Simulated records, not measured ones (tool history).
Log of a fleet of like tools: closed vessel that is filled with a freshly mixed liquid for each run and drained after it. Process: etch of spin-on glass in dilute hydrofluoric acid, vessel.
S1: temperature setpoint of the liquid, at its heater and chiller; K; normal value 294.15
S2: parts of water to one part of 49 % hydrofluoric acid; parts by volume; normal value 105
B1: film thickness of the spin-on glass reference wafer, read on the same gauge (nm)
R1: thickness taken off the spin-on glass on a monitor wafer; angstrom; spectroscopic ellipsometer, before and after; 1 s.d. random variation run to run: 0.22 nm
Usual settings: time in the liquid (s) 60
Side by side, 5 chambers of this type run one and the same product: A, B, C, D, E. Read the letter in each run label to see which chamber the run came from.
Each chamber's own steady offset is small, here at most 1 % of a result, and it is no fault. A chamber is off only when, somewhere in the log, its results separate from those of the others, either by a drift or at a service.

Run 1D, hour 5.6: usual settings; B1 69.993. Result: R1 288.7 angstrom.
Run 2B, hour 13.2: usual settings; B1 70.009. Result: R1 296.88 angstrom.
Run 3E, hour 19.8: usual settings; B1 69.995. Result: R1 294.57 angstrom.
Run 4A, hour 25.5: usual settings; B1 70.013. Result: R1 291.74 angstrom.
Run 5C, hour 29.6: usual settings; B1 70.014. Result: R1 287.33 angstrom.
Run 6C, hour 34.3: usual settings; B1 69.996. Result: R1 291.06 angstrom.
Run 7B, hour 41.1: usual settings but S1 297.15 K; B1 69.981. Result: R1 334.99 angstrom.
Run 8E, hour 47.7: usual settings but S1 297.15 K; B1 70.001. Result: R1 329.18 angstrom.
Run 9A, hour 54.7: usual settings but S1 297.15 K; B1 69.981. Result: R1 326.41 angstrom.
Run 10D, hour 59.6: usual settings but S1 297.15 K; B1 69.998. Result: R1 324.03 angstrom.
Run 11E, hour 63.9: usual settings but S1 297.15 K; B1 69.992. Result: R1 332.75 angstrom.
Run 12D, hour 69.3: usual settings; B1 69.984. Result: R1 294.06 angstrom.
Run 13C, hour 73.1: usual settings; B1 70.021. Result: R1 289.17 angstrom.
Run 14A, hour 79.2: usual settings; B1 70.009. Result: R1 294.39 angstrom.
Run 15B, hour 83: usual settings; B1 70.035. Result: R1 297.3 angstrom.
Run 16D, hour 87.9: usual settings; B1 69.993. Result: R1 291.44 angstrom.
Run 17B, hour 92.3: usual settings; B1 69.997. Result: R1 298.5 angstrom.
Run 18C, hour 95.8: usual settings; B1 69.983. Result: R1 292.89 angstrom.
Run 19E, hour 101.9: usual settings but S1 292.15 K, time in the liquid (s) 75; B1 70.004. Result: R1 342.57 angstrom.
Run 20A, hour 106.2: usual settings but S1 292.15 K, time in the liquid (s) 75; B1 69.99. Result: R1 340.37 angstrom.
Run 21A, hour 110.9: usual settings but S1 292.15 K, time in the liquid (s) 75; B1 69.988. Result: R1 336.74 angstrom.
Run 22E, hour 117.7: usual settings but S1 292.15 K, time in the liquid (s) 75; B1 69.984. Result: R1 344.24 angstrom.
Run 23D, hour 122.6: usual settings but S1 292.15 K, time in the liquid (s) 75; B1 70.013. Result: R1 333.92 angstrom.
Run 24C, hour 129.9: usual settings but S2 60 parts by volume; B1 69.988. Result: R1 528.92 angstrom.
Run 25B, hour 137.3: usual settings but S2 60 parts by volume; B1 69.981. Result: R1 542.84 angstrom.
Run 26D, hour 141.2: usual settings but S2 60 parts by volume; B1 69.995. Result: R1 551.29 angstrom.
Run 27C, hour 145.6: usual settings but S2 60 parts by volume; B1 70.01. Result: R1 536.34 angstrom.
Run 28B, hour 152.5: usual settings but S2 60 parts by volume; B1 69.978. Result: R1 538.47 angstrom.
Run 29E, hour 157.3: usual settings but time in the liquid (s) 35; B1 69.968. Result: R1 180.58 angstrom.
Run 30A, hour 162.1: usual settings but time in the liquid (s) 35; B1 70.001. Result: R1 172.4 angstrom.
Run 31C, hour 169.5: usual settings but time in the liquid (s) 35; B1 70.011. Result: R1 167.19 angstrom.
Run 32A, hour 175.4: usual settings but time in the liquid (s) 35; B1 69.972. Result: R1 169.76 angstrom.
Run 33D, hour 181.9: usual settings but time in the liquid (s) 35; B1 69.986. Result: R1 168.99 angstrom.
Run 34B, hour 189.2: usual settings but S1 290.65 K; B1 70.008. Result: R1 258.87 angstrom.
Run 35E, hour 194.5: usual settings but S1 290.65 K; B1 70.016. Result: R1 278 angstrom.
Run 36E, hour 201.1: usual settings but S1 290.65 K; B1 69.987. Result: R1 278.81 angstrom.

Each of the 5 chambers runs these same settings next. Fill in every chamber's results:
Run 37A, hour 206.6: usual settings. Result: R1 ?.
Run 37B, hour 206.6: usual settings. Result: R1 ?.
Run 37C, hour 206.6: usual settings. Result: R1 ?.
Run 37D, hour 206.6: usual settings. Result: R1 ?.
Run 37E, hour 206.6: usual settings. Result: R1 ?.

run      R1
37A  293.12
37B  297.63
37C  291.95
37D  294.88
37E  320.63
